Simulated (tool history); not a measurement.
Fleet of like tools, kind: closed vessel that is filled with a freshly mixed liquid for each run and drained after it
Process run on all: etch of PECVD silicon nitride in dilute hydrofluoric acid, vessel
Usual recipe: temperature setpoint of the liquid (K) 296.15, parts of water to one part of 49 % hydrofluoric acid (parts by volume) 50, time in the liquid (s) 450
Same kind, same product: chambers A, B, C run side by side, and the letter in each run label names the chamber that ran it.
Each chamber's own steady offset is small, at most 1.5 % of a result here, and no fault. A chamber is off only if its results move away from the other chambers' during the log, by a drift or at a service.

run	hour	temperature setpoint of the liquid (K)	parts of water to one part of 49 % hydrofluoric acid (parts by volume)	time in the liquid (s)	read-back film thickness of the PECVD silicon nitride reference wafer, read on the same gauge (nm)	thickness taken off the PECVD silicon nitride on a monitor wafer (angstrom)
1A	8.0	296.15	50	450	69.984	143.03
2B	16.5	296.15	50	450	70.044	143.75
3C	25.7	296.15	50	450	70.015	140.36
4A	30.9	296.15	50	450	69.975	142.53
5B	40.4	299.65	50	450	70.033	181.36
6C	48.1	299.65	50	450	70.010	177.76
7A	56.9	299.65	50	450	70.002	181.19
8B	64.7	296.15	50	675	70.020	214.81
9C	70.8	296.15	50	675	70.005	208.49
10B	79.2	296.15	50	675	69.985	210.92
11C	88.7	296.15	50	450	70.009	138.59
12A	99.4	296.15	50	450	70.013	141.18
13A	109.1	291.65	50	650	70.022	149.45
14B	120.0	291.65	50	650	70.045	144.90
15C	127.6	291.65	50	650	70.013	149.35
16B	135.4	296.15	50	450	69.985	137.96
17A	141.7	296.15	50	450	70.022	144.15
18C	152.1	296.15	50	450	70.012	140.41
19A	161.3	296.15	50	450	69.996	142.16
20C	171.1	296.15	50	450	70.029	142.30
21B	178.0	296.15	50	450	70.025	134.40
# hour 185.5: chamber C: thermometer replaced
22B	189.3	296.15	50	450	69.999	132.53
23C	195.0	296.15	50	450	70.034	141.88
# hour 196.2: chamber C: hydrofluoric acid flow meter replaced
24A	204.5	296.15	50	450	69.995	142.89
25C	210.6	296.15	50	450	69.994	141.21
26A	217.5	296.15	50	450	69.991	142.35
27B	224.7	296.15	50	450	69.995	130.85
28B	230.0	296.15	50	450	70.013	132.17
29A	239.4	296.15	50	450	69.995	143.31
30C	247.1	296.15	30	615	69.954	314.16

All 3 chambers run these settings next. Forecast each chamber's results:
31A	255.5	296.15	50	590		?
31B	255.5	296.15	50	590		?
31C	255.5	296.15	50	590		?

run	thickness taken off the PECVD silicon nitride on a monitor wafer (angstrom)
31A	191.09
31B	170.04
31C	184.95
